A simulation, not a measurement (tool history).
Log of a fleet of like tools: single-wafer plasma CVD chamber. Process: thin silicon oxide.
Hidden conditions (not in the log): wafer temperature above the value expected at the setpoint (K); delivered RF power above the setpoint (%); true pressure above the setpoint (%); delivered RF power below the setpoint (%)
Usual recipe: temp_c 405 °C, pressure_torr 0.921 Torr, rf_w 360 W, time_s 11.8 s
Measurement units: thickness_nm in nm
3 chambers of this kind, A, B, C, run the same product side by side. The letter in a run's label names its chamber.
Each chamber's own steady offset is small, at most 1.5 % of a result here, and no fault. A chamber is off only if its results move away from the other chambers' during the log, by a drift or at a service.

run   hour  temp_c  pressure_torr  rf_w  time_s  hours since the last thermocouple change  hours since the last RF generator calibration  hours since the last manometer calibration  read-back reference wafer on the same gauge, thickness_nm  thickness_nm
 1A    9.5     405          0.921   360    11.8                                     731.9                                         1907.4                                      1488.7                                                     21.297        26.178
 2C   16.0     405          0.921   360    11.8                                    2180.2                                          698.7                                      1921.4                                                     21.288        26.262
 3B   22.6     405          0.921   360    11.8                                      40.8                                          299.9                                      1063.6                                                     21.296        26.484
 4B   28.5     405          0.921   360    11.8                                      46.7                                          305.8                                      1069.5                                                     21.269        26.469
 5C   34.1     405          0.921   360    11.8                                    2198.3                                          716.8                                      1939.5                                                     21.283        26.351
 6A   39.3     405          0.921   360    11.8                                     761.7                                         1937.2                                      1518.5                                                     21.272        26.150
 7C   47.8     405          0.921   360    11.8                                    2212.0                                          730.5                                      1953.2                                                     21.259        26.223
 8A   56.8     405          0.921   360    11.8                                     779.2                                         1954.7                                      1536.0                                                     21.261        26.194
 9B   65.3     405          0.921   360    11.8                                      83.5                                          342.6                                      1106.3                                                     21.272        26.445
10C   71.8     405          1.082   315    11.8                                    2236.0                                          754.5                                      1977.2                                                     21.254        27.976
11A   77.6     405          1.082   315    11.8                                     800.0                                         1975.5                                      1556.8                                                     21.252        27.914
12B   84.4     405          1.082   315    11.8                                     102.6                                          361.7                                      1125.4                                                     21.249        28.084
13B   92.7     405          0.921   360    11.8                                     110.9                                          370.0                                      1133.7                                                     21.238        26.334
14A  101.9     405          0.748   360    11.8                                     824.3                                         1999.8                                      1581.1                                                     21.239        21.718
15C  112.8     405          0.748   360    11.8                                    2277.0                                          795.5                                      2018.2                                                     21.225        21.677
     119.2  -- chamber B: capacitance manometer re-zeroed and calibrated
16A  119.4     405          0.748   360    11.8                                     841.8                                         2017.3                                      1598.6                                                     21.225        21.645
17B  130.3     405          0.921   360    11.8                                     148.5                                          407.6                                        11.1                                                     21.212        26.413
18C  139.9     405          0.921   360    11.8                                    2304.1                                          822.6                                      2045.3                                                     21.208        26.148
     140.2  -- chamber A: RF generator calibrated
19A  149.0     405          0.921   360    11.8                                     871.4                                            8.8                                      1628.2                                                     21.205        26.047
20C  155.8     405          0.921   360    11.8                                    2320.0                                          838.5                                      2061.2                                                     21.199        26.177
21B  161.3     405          0.921   360    11.8                                     179.5                                          438.6                                        42.1                                                     21.190        26.345
22B  167.0     405          0.921   360    11.8                                     185.2                                          444.3                                        47.8                                                     21.193        26.364
23C  173.0     405          0.921   360    11.8                                    2337.2                                          855.7                                      2078.4                                                     21.186        26.122
24A  181.9     405          0.921   360    11.8                                     904.3                                           41.7                                      1661.1                                                     21.181        26.071
25A  189.5     405          0.921   360    11.8                                     911.9                                           49.3                                      1668.7                                                     21.165        26.004
26B  195.4     405          0.921   360    11.8                                     213.6                                          472.7                                        76.2                                                     21.164        26.330
27C  203.0     405          0.921   360    11.8                                    2367.2                                          885.7                                      2108.4                                                     21.168        26.135
28A  212.0     405          0.921   360    11.8                                     934.4                                           71.8                                      1691.2                                                     21.157        26.089
29B  218.9     405          0.921   360    11.8                                     237.1                                          496.2                                        99.7                                                     21.159        26.348

Predict what each chamber gives when all 3 of them run the settings below next.
30A  227.2     405          0.921   360    11.8                                                                                                                                                                                                             ?
30B  227.2     405          0.921   360    11.8                                                                                                                                                                                                             ?
30C  227.2     405          0.921   360    11.8                                                                                                                                                                                                             ?

run  thickness_nm
30A        26.073
30B        26.343
30C        26.105
